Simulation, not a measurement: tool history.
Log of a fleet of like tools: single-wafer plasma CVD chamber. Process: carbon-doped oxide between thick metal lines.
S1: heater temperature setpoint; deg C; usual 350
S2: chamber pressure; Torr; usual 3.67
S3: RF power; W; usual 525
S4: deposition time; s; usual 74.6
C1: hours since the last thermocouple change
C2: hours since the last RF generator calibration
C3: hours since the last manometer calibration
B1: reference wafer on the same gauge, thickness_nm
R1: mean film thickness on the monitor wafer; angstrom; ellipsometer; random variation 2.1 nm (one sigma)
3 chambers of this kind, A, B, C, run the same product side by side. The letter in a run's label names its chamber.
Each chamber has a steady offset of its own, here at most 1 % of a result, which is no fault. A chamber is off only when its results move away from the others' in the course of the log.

{"run": "1B", "hour": 10.0, "S1": 350, "S2": 3.67, "S3": 525, "S4": 74.6, "C1": 272.5, "C2": 1680.5, "C3": 857.7, "B1": 386.22, "R1": 3697.2}
{"run": "2C", "hour": 20.3, "S1": 350, "S2": 3.67, "S3": 525, "S4": 74.6, "C1": 1499.5, "C2": 631.2, "C3": 2670.8, "B1": 387.42, "R1": 3669.4}
{"run": "3A", "hour": 30.3, "S1": 350, "S2": 3.67, "S3": 525, "S4": 74.6, "C1": 1072.8, "C2": 293.4, "C3": 191.0, "B1": 386.74, "R1": 3684.8}
{"run": "4A", "hour": 35.2, "S1": 350, "S2": 3.67, "S3": 525, "S4": 74.6, "C1": 1077.7, "C2": 298.3, "C3": 195.9, "B1": 386.97, "R1": 3677.0}
{"run": "5C", "hour": 42.1, "S1": 350, "S2": 3.67, "S3": 525, "S4": 74.6, "C1": 1521.3, "C2": 653.0, "C3": 2692.6, "B1": 386.83, "R1": 3741.9}
{"run": "6B", "hour": 49.8, "S1": 350, "S2": 3.67, "S3": 525, "S4": 74.6, "C1": 312.3, "C2": 1720.3, "C3": 897.5, "B1": 386.64, "R1": 3697.6}
{"run": "7C", "hour": 59.6, "S1": 350, "S2": 4.3, "S3": 525, "S4": 85.3, "C1": 1538.8, "C2": 670.5, "C3": 2710.1, "B1": 387.31, "R1": 4320.4}
{"run": "8B", "hour": 65.6, "S1": 350, "S2": 4.3, "S3": 525, "S4": 85.3, "C1": 328.1, "C2": 1736.1, "C3": 913.3, "B1": 387.04, "R1": 4295.0}
{"run": "9A", "hour": 76.1, "S1": 350, "S2": 4.3, "S3": 525, "S4": 85.3, "C1": 1118.6, "C2": 339.2, "C3": 236.8, "B1": 386.88, "R1": 4324.8}
{"run": "10B", "hour": 85.3, "S1": 350, "S2": 3.67, "S3": 525, "S4": 74.6, "C1": 347.8, "C2": 1755.8, "C3": 933.0, "B1": 386.97, "R1": 3721.9}
{"run": "11A", "hour": 95.6, "S1": 350, "S2": 3.67, "S3": 525, "S4": 74.6, "C1": 1138.1, "C2": 358.7, "C3": 256.3, "B1": 387.12, "R1": 3690.3}
{"run": "12C", "hour": 102.2, "S1": 350, "S2": 3.67, "S3": 525, "S4": 74.6, "C1": 1581.4, "C2": 713.1, "C3": 2752.7, "B1": 387.44, "R1": 3753.0}
{"run": "13B", "hour": 111.3, "S1": 350, "S2": 3.67, "S3": 525, "S4": 74.6, "C1": 373.8, "C2": 1781.8, "C3": 959.0, "B1": 387.17, "R1": 3749.4}
{"run": "14C", "hour": 121.4, "S1": 350, "S2": 3.67, "S3": 525, "S4": 74.6, "C1": 1600.6, "C2": 732.3, "C3": 2771.9, "B1": 387.43, "R1": 3729.1}
{"run": "15A", "hour": 127.8, "S1": 350, "S2": 3.67, "S3": 525, "S4": 74.6, "C1": 1170.3, "C2": 390.9, "C3": 288.5, "B1": 386.88, "R1": 3667.2}
{"run": "16A", "hour": 137.5, "S1": 350, "S2": 3.67, "S3": 525, "S4": 74.6, "C1": 1180.0, "C2": 400.6, "C3": 298.2, "B1": 387.01, "R1": 3594.5}
{"hour": 140.9, "done": "chamber C: thermocouple changed; heater temperature recalibrated"}
{"run": "17B", "hour": 147.3, "S1": 350, "S2": 3.67, "S3": 525, "S4": 74.6, "C1": 409.8, "C2": 1817.8, "C3": 995.0, "B1": 386.2, "R1": 3722.0}
{"hour": 153.9, "done": "chamber C: capacitance manometer re-zeroed and calibrated"}
{"run": "18C", "hour": 156.1, "S1": 350, "S2": 3.67, "S3": 525, "S4": 74.6, "C1": 15.2, "C2": 767.0, "C3": 2.3, "B1": 386.77, "R1": 3681.1}
{"run": "19C", "hour": 164.1, "S1": 350, "S2": 3.67, "S3": 525, "S4": 74.6, "C1": 23.2, "C2": 775.0, "C3": 10.3, "B1": 386.53, "R1": 3719.6}
{"run": "20A", "hour": 171.4, "S1": 350, "S2": 3.67, "S3": 525, "S4": 74.6, "C1": 1213.9, "C2": 434.5, "C3": 332.1, "B1": 387.27, "R1": 3630.8}
{"run": "21B", "hour": 182.0, "S1": 350, "S2": 3.67, "S3": 525, "S4": 74.6, "C1": 444.5, "C2": 1852.5, "C3": 1029.7, "B1": 386.39, "R1": 3690.5}
{"run": "22C", "hour": 190.1, "S1": 350, "S2": 3.67, "S3": 525, "S4": 74.6, "C1": 49.2, "C2": 801.0, "C3": 36.3, "B1": 386.52, "R1": 3752.1}
{"run": "23A", "hour": 197.1, "S1": 350, "S2": 3.67, "S3": 525, "S4": 74.6, "C1": 1239.6, "C2": 460.2, "C3": 357.8, "B1": 387.16, "R1": 3607.4}
{"run": "24B", "hour": 205.1, "S1": 350, "S2": 3.67, "S3": 525, "S4": 74.6, "C1": 467.6, "C2": 1875.6, "C3": 1052.8, "B1": 387.15, "R1": 3709.1}
{"run": "25A", "hour": 215.3, "S1": 350, "S2": 3.67, "S3": 525, "S4": 74.6, "C1": 1257.8, "C2": 478.4, "C3": 376.0, "B1": 387.3, "R1": 3559.8}
{"run": "26C", "hour": 225.4, "S1": 350, "S2": 3.67, "S3": 525, "S4": 74.6, "C1": 84.5, "C2": 836.3, "C3": 71.6, "B1": 387.15, "R1": 3773.5}
{"run": "27B", "hour": 231.3, "S1": 350, "S2": 3.67, "S3": 525, "S4": 74.6, "C1": 493.8, "C2": 1901.8, "C3": 1079.0, "B1": 387.1, "R1": 3669.1}
{"run": "28B", "hour": 241.7, "S1": 350, "S2": 3.67, "S3": 525, "S4": 74.6, "C1": 504.2, "C2": 1912.2, "C3": 1089.4, "B1": 387.15, "R1": 3707.7}
{"run": "29A", "hour": 246.8, "S1": 350, "S2": 3.67, "S3": 525, "S4": 74.6, "C1": 1289.3, "C2": 509.9, "C3": 407.5, "B1": 386.93, "R1": 3608.3}
{"run": "30C", "hour": 257.8, "S1": 350, "S2": 3.67, "S3": 525, "S4": 74.6, "C1": 116.9, "C2": 868.7, "C3": 104.0, "B1": 387.27, "R1": 3734.7}
{"run": "31B", "hour": 267.6, "S1": 350, "S2": 3.67, "S3": 525, "S4": 74.6, "C1": 530.1, "C2": 1938.1, "C3": 1115.3, "B1": 387.05, "R1": 3689.6}
{"run": "32C", "hour": 275.2, "S1": 350, "S2": 3.67, "S3": 525, "S4": 74.6, "C1": 134.3, "C2": 886.1, "C3": 121.4, "B1": 386.85, "R1": 3722.1}
{"run": "33A", "hour": 283.9, "S1": 350, "S2": 3.67, "S3": 525, "S4": 74.6, "C1": 1326.4, "C2": 547.0, "C3": 444.6, "B1": 386.32, "R1": 3596.6}
{"run": "34B", "hour": 294.4, "S1": 350, "S2": 3.67, "S3": 525, "S4": 74.6, "C1": 556.9, "C2": 1964.9, "C3": 1142.1, "B1": 386.47, "R1": 3740.0}
{"run": "35C", "hour": 303.5, "S1": 350, "S2": 3.67, "S3": 525, "S4": 74.6, "C1": 162.6, "C2": 914.4, "C3": 149.7, "B1": 387.37, "R1": 3727.3}
{"run": "36A", "hour": 312.4, "S1": 350, "S2": 3.67, "S3": 525, "S4": 74.6, "C1": 1354.9, "C2": 575.5, "C3": 473.1, "B1": 387.42, "R1": 3553.4}
{"run": "37B", "hour": 317.5, "S1": 350, "S2": 3.67, "S3": 525, "S4": 74.6, "C1": 580.0, "C2": 1988.0, "C3": 1165.2, "B1": 386.96, "R1": 3762.6}
{"run": "38A", "hour": 326.4, "S1": 350, "S2": 3.67, "S3": 525, "S4": 74.6, "C1": 1368.9, "C2": 589.5, "C3": 487.1, "B1": 387.23, "R1": 3576.2}

All 3 chambers run these settings next. Forecast each chamber's results:
{"run": "39A", "hour": 334.3, "S1": 350, "S2": 3.67, "S3": 525, "S4": 74.6, "R1": "?"}
{"run": "39B", "hour": 334.3, "S1": 350, "S2": 3.67, "S3": 525, "S4": 74.6, "R1": "?"}
{"run": "39C", "hour": 334.3, "S1": 350, "S2": 3.67, "S3": 525, "S4": 74.6, "R1": "?"}

run=39A R1=3551.1
run=39B R1=3724.4
run=39C R1=3703.2
